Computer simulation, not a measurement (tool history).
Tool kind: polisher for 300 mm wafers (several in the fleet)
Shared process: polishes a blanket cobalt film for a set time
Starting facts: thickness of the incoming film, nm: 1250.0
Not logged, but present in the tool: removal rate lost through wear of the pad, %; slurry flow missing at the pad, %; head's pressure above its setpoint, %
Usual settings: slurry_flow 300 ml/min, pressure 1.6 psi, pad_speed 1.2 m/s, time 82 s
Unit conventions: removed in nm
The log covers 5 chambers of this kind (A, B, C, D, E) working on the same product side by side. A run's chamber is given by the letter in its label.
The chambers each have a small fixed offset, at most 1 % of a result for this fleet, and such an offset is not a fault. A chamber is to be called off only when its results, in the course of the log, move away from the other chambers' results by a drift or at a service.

run   hour  slurry_flow  pressure  pad_speed  time  wafers polished on this pad  hours since the slurry nozzle was cleaned  hours since the head pressure was calibrated  removed
      11.6  -- chamber A: slurry nozzle cleaned
 1B   12.4          300       1.6        1.2    82                         1234                                      344.5                                         616.1   336.93
      22.7  -- chamber B: worn pad replaced by a new one
 2A   24.5          300       1.6        1.2    82                          660                                       12.9                                          71.7   326.93
      25.7  -- chamber B: slurry nozzle cleaned
      32.1  -- chamber D: worn pad replaced by a new one
 3E     34          300       1.6        1.2    82                          420                                      118.8                                         461.9   333.59
 4D     47          300       1.6        1.2    82                          110                                      159.7                                         174.7   325.31
      52.6  -- chamber A: worn pad replaced by a new one
 5C   59.5          300       1.6        1.2    82                          462                                       87.9                                         414.4   330.62
 6C   66.5          380         2        1.2    82                          513                                       94.9                                         421.4   417.98
 7A   75.7          380         2        1.2    82                          171                                       64.1                                         122.9   424.44
 8D   88.2          380         2        1.2    82                          415                                      200.9                                         215.9   430.76
 9B   94.4          380         2        1.2    82                          530                                       68.8                                         698.1   413.72
      99.1  -- chamber D: worn pad replaced by a new one
10E  104.5          380         2        1.2    82                          942                                      189.3                                         532.4   418.45
     108.5  -- chamber E: worn pad replaced by a new one
11A  111.2          300       1.6        1.2    82                          433                                       99.6                                         158.4   325.42
12E  117.4          300       1.6        1.2    82                           66                                      202.2                                         545.3   331.91
     126.2  -- chamber C: head pressure recalibrated
13C  126.5          300       1.6        1.2    82                          957                                      154.9                                           0.3   332.57
14B  136.7          300       1.1        1.2   104                          843                                      111.1                                         740.4   282.44
       143  -- chamber B: head pressure recalibrated
15D  146.1          300       1.1        1.2   104                          348                                      258.8                                         273.8   287.84
16B  152.6          300       1.1        1.2   104                          961                                        127                                           9.6   290.25
17D  162.7          300       1.1        1.2   104                          470                                      275.4                                         290.4   287.09
     164.2  -- chamber C: worn pad replaced by a new one
     169.9  -- chamber A: worn pad replaced by a new one
18C  174.5          300       1.1        1.2   104                           76                                      202.9                                          48.3   289.98
       175  -- chamber D: worn pad replaced by a new one
19A  184.3          340       1.6        1.2   105                          107                                      172.7                                         231.5   430.58
20E  194.9          340       1.6        1.2   105                          639                                      279.7                                         622.8   430.32
21E  207.5          340       1.6        1.2   105                          732                                      292.3                                         635.4   426.63
       217  -- chamber B: worn pad replaced by a new one
22D    218          340       1.6        1.2   105                          318                                      330.7                                         345.7   426.14
23C  225.9          340       1.6        1.2   105                          456                                      254.3                                          99.7   425.73
24A  237.4          300       1.6        1.2    82                          499                                      225.8                                         284.6   327.71
     240.3  -- chamber E: head pressure recalibrated
     241.6  -- chamber D: worn pad replaced by a new one
     242.1  -- chamber E: worn pad replaced by a new one
25B  244.5          300       1.6       1.02    63                          203                                      218.9                                         101.5   219.46
26A  256.6          300       1.6       1.02    63                          641                                        245                                         303.8    210.5
27E  268.3          300       1.6       1.02    63                          194                                      353.1                                          28.1   214.67
28D  275.6          300       1.6       1.02    63                          252                                      388.3                                         403.3   215.46
29C  284.4          300       1.6       1.02    63                          889                                      312.8                                         158.2   218.88
     290.2  -- chamber A: worn pad replaced by a new one
30B  290.8          300       1.6        1.2    82                          546                                      265.2                                         147.8   330.94
31E  296.9          300       1.6        1.2    82                          405                                      381.7                                          56.7   332.02
32C  304.1          300       1.6        1.2    82                         1035                                      332.5                                         177.9   326.16
33B  313.3          300       1.6        1.2    82                          712                                      287.7                                         170.3   328.48
34D  320.7          380       1.6        1.2    55                          585                                      433.4                                         448.4   230.32
     322.4  -- chamber D: worn pad replaced by a new one
     324.2  -- chamber C: slurry nozzle cleaned
35A  329.7          380       1.6        1.2    55                          292                                      318.1                                         376.9   225.68
36E    338          380       1.6        1.2    55                          709                                      422.8                                          97.8   228.52
     345.1  -- chamber C: worn pad replaced by a new one
37A  346.9          380       1.6        1.2    55                          419                                      335.3                                         394.1   223.18
38B  354.5          380       1.6        1.2    55                         1017                                      328.9                                         211.5   223.53
39C  362.1          300       1.6        1.2    82                          126                                       37.9                                         235.9   331.64
40D  369.2          300       1.6        1.2    82                          346                                      481.9                                         496.9   331.22

Has any chamber moved away from the others, gradually or after a service, or does the common gauge drift, or do the chambers differ only by their own small steady offsets? State the chamber and the most likely cause if one applies.

Nothing is wrong: each chamber keeps only its own small, steady offset and the gauge holds still.
